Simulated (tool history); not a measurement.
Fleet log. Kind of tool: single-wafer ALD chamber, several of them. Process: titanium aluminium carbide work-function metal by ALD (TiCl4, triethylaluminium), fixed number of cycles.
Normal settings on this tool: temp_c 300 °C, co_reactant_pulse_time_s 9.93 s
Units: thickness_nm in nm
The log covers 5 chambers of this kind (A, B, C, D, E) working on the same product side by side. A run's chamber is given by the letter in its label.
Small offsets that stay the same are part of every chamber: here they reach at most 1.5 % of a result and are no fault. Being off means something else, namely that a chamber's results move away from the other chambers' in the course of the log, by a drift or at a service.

run    day  temp_c  co_reactant_pulse_time_s  hours since the last thermocouple change  hours since the last triethylaluminium bottle change  read-back reference wafer on the same gauge, thickness_nm  thickness_nm
 1B  0.242     300                      9.93                                    1904.6                                                 416.5                                                       1.61        1.9835
 2C  0.454     300                      9.93                                    1347.4                                                 146.4                                                     1.6105         1.994
 3A  0.746     300                      9.93                                    2197.3                                                 664.4                                                     1.6104        2.0022
 4D  0.912     300                      9.93                                    1207.9                                                 296.8                                                     1.6101        2.0093
 5E  1.121     300                      9.93                                    1426.9                                                1247.3                                                     1.6107        2.0152
 6B  1.283     300                      9.93                                    1929.6                                                 441.5                                                     1.6098        1.9815
 7A  1.542     300                      9.93                                    2216.4                                                 683.5                                                     1.6087        1.9983
 8C  1.754     300                      9.93                                    1378.6                                                 177.6                                                     1.6102        1.9905
 9E  1.946     300                      9.93                                    1446.7                                                1267.1                                                     1.6097        2.0254
10D  2.217     300                      9.93                                    1239.2                                                 328.1                                                     1.6092         2.015
11E  2.462     300                      9.93                                    1459.1                                                1279.5                                                     1.6101        2.0197
12C  2.725     300                      9.93                                    1401.9                                                 200.9                                                       1.61        1.9894
13D  2.917     300                      8.44                                      1256                                                 344.9                                                     1.6103        1.9604
14B  3.108     300                      8.44                                    1973.4                                                 485.3                                                     1.6108        1.9396
15A  3.383     300                      8.44                                    2260.6                                                 727.7                                                     1.6104        1.9584
16C  3.612     300                      8.44                                    1423.2                                                 222.2                                                     1.6105        1.9402
17D   3.95     300                      8.44                                    1280.8                                                 369.7                                                     1.6094        1.9643
18B    4.3     300                      9.93                                      2002                                                 513.9                                                     1.6095        1.9777
19A  4.467     311                     12.37                                    2286.6                                                 753.7                                                     1.6104         2.136
20E  4.796     311                     12.37                                    1515.1                                                1335.5                                                     1.6094        2.1669
     5.075  -- chamber C: thermocouple changed; heater temperature recalibrated
21E  5.112     311                     12.37                                    1522.7                                                1343.1                                                     1.6108        2.1556
22A  5.275     311                     12.37                                      2306                                                 773.1                                                     1.6097        2.1451
23B  5.558     311                     12.37                                    2032.2                                                 544.1                                                     1.6091         2.124
24C  5.754     300                      9.93                                      16.4                                                 273.6                                                     1.6098        1.9505
25D  6.017     300                      9.93                                    1330.4                                                 419.3                                                     1.6094        2.0088
26D  6.246     300                      9.93                                    1335.9                                                 424.8                                                     1.6106        2.0132
27A  6.508     310                      9.93                                    2335.6                                                 802.7                                                     1.6102        2.0818
28B  6.688     310                      9.93                                    2059.3                                                 571.2                                                     1.6093         2.063
29C  6.875     310                      9.93                                      43.3                                                 300.5                                                     1.6102        2.0453
30E  7.104     310                      9.93                                    1570.5                                                1390.9                                                     1.6099         2.103
31A  7.317     310                      9.93                                      2355                                                 822.1                                                     1.6107        2.0828
32C  7.538     300                      9.93                                      59.2                                                 316.4                                                     1.6098        1.9586
33D  7.704     300                      9.93                                    1370.9                                                 459.8                                                     1.6101        2.0096
34E  8.029     300                      9.93                                    1592.7                                                1413.1                                                     1.6104        2.0134

Decide between three cases: one chamber stands off from its peers, the gauge reading all wafers drifts, or nothing is wrong past each chamber's small offset. Where a chamber is off, say which and what most likely put it there.

Chamber C has stood off from the others ever since a service on it.
Cause: wafer temperature below the value expected at the setpoint (K) = 3.38.

Chamber C could run next with any of the 4 candidate recipes listed below; each alters the usual settings, and their results appear as question marks. Which one brings its results back in line with what the other chambers deliver on the usual settings?
In-line tolerance around the mean of the other chambers on the usual settings: thickness_nm 0.016 nm
35C-1  8.279     295                      9.93                                                                                                                                                                        ?
35C-2  8.279     302                      9.93                                                                                                                                                                        ?
35C-3  8.279     303                     10.57                                                                                                                                                                        ?
35C-4  8.279     298                      9.93                                                                                                                                                                        ?

Other chambers, usual settings, mean: thickness_nm 2.0034 nm
  run  thickness_nm
35C-1        1.9157
35C-2        1.9753
35C-3        1.9973
35C-4        1.9412
It is 35C-3 that realigns the chamber with its peers.
